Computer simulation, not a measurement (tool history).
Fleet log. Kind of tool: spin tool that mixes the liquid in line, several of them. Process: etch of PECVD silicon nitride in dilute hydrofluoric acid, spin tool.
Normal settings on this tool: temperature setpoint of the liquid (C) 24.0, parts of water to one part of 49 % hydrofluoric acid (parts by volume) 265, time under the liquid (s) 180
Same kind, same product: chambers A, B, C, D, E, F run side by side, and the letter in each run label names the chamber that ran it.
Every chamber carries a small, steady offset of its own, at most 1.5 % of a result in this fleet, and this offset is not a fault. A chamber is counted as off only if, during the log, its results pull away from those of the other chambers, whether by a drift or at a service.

run	day	temperature setpoint of the liquid (C)	parts of water to one part of 49 % hydrofluoric acid (parts by volume)	time under the liquid (s)	hours since the thermometer was replaced	hours since the hydrofluoric acid flow meter was replaced	read-back film thickness of the PECVD silicon nitride reference wafer, read on the same gauge (nm)	thickness taken off the PECVD silicon nitride on a monitor wafer (nm)
1A	0.238	24.0	265	180	230.7	459.5	130.01	1.80820
2F	0.458	24.0	265	180	639.6	130.4	130.00	1.85880
3C	0.617	24.0	265	180	270.2	1194.7	130.01	1.85400
4E	0.779	24.0	265	180	1741.5	486.4	130.01	1.79590
5D	0.971	24.0	265	180	1180.0	868.2	129.99	1.80350
6B	1.300	24.0	265	180	1906.0	410.2	130.05	1.83620
7F	1.558	24.0	265	95	666.0	156.8	130.00	0.91691
8C	1.821	24.0	265	95	299.1	1223.6	130.03	0.92667
9A	1.967	24.0	265	95	272.2	501.0	130.03	0.93682
10D	2.267	24.0	265	95	1211.1	899.3	130.00	0.95223
11E	2.483	24.0	265	95	1782.4	527.3	129.98	0.96975
12B	2.721	24.0	265	95	1940.1	444.3	130.01	0.90375
13E	2.871	24.0	265	180	1791.7	536.6	129.97	1.80260
14F	3.125	24.0	265	180	703.6	194.4	130.02	1.79770
15D	3.308	24.0	265	180	1236.1	924.3	130.02	1.77490
16A	3.554	24.0	265	180	310.3	539.1	130.03	1.77320
17B	3.829	29.0	265	75	1966.7	470.9	129.99	1.03050
18C	4.058	29.0	265	75	352.8	1277.3	130.00	1.01250
19D	4.229	29.0	265	75	1258.2	946.4	129.99	1.01360
20B	4.408	29.0	265	75	1980.6	484.8	130.00	1.01590
# day 4.721: chamber B: thermometer replaced
21F	4.725	29.0	265	75	742.0	232.8	130.02	1.00930
22C	4.904	29.0	265	75	373.1	1297.6	129.99	1.01380
23E	5.229	24.0	265	180	1848.3	593.2	129.97	1.77440
24A	5.396	24.0	265	180	354.5	583.3	130.01	1.75800
25C	5.704	24.0	265	180	392.3	1316.8	130.00	1.77420
26F	5.888	24.0	265	180	769.9	260.7	129.99	1.66730
27D	6.192	24.0	265	180	1305.3	993.5	130.00	1.78500
28B	6.471	25.5	265	180	42.1	534.3	130.00	2.01050
29E	6.612	25.5	265	180	1881.5	626.4	130.01	2.00830
30A	6.896	25.5	265	180	390.5	619.3	129.99	1.88520
31D	7.146	25.5	265	180	1328.2	1016.4	129.98	2.00100
32E	7.417	25.5	265	180	1900.8	645.7	130.00	2.01780
33B	7.625	25.5	265	180	69.8	562.0	130.02	2.02120
34A	7.846	20.0	325	180	413.3	642.1	130.00	1.15510
35C	8.133	20.0	325	180	450.6	1375.1	129.98	1.19690
36F	8.396	20.0	325	180	830.1	320.9	130.02	1.05790
37F	8.704	20.0	325	180	837.5	328.3	130.01	1.04430
38E	8.929	20.0	325	180	1937.1	682.0	129.98	1.15930
39A	9.212	20.0	325	180	446.1	674.9	130.02	1.14090

Each of the 6 chambers runs these same settings next. Fill in every chamber's results:
40A	9.450	22.0	265	180				?
40B	9.450	22.0	265	180				?
40C	9.450	22.0	265	180				?
40D	9.450	22.0	265	180				?
40E	9.450	22.0	265	180				?
40F	9.450	22.0	265	180				?

run	thickness taken off the PECVD silicon nitride on a monitor wafer (nm)
40A	1.57380
40B	1.57270
40C	1.58300
40D	1.55070
40E	1.61650
40F	1.44100
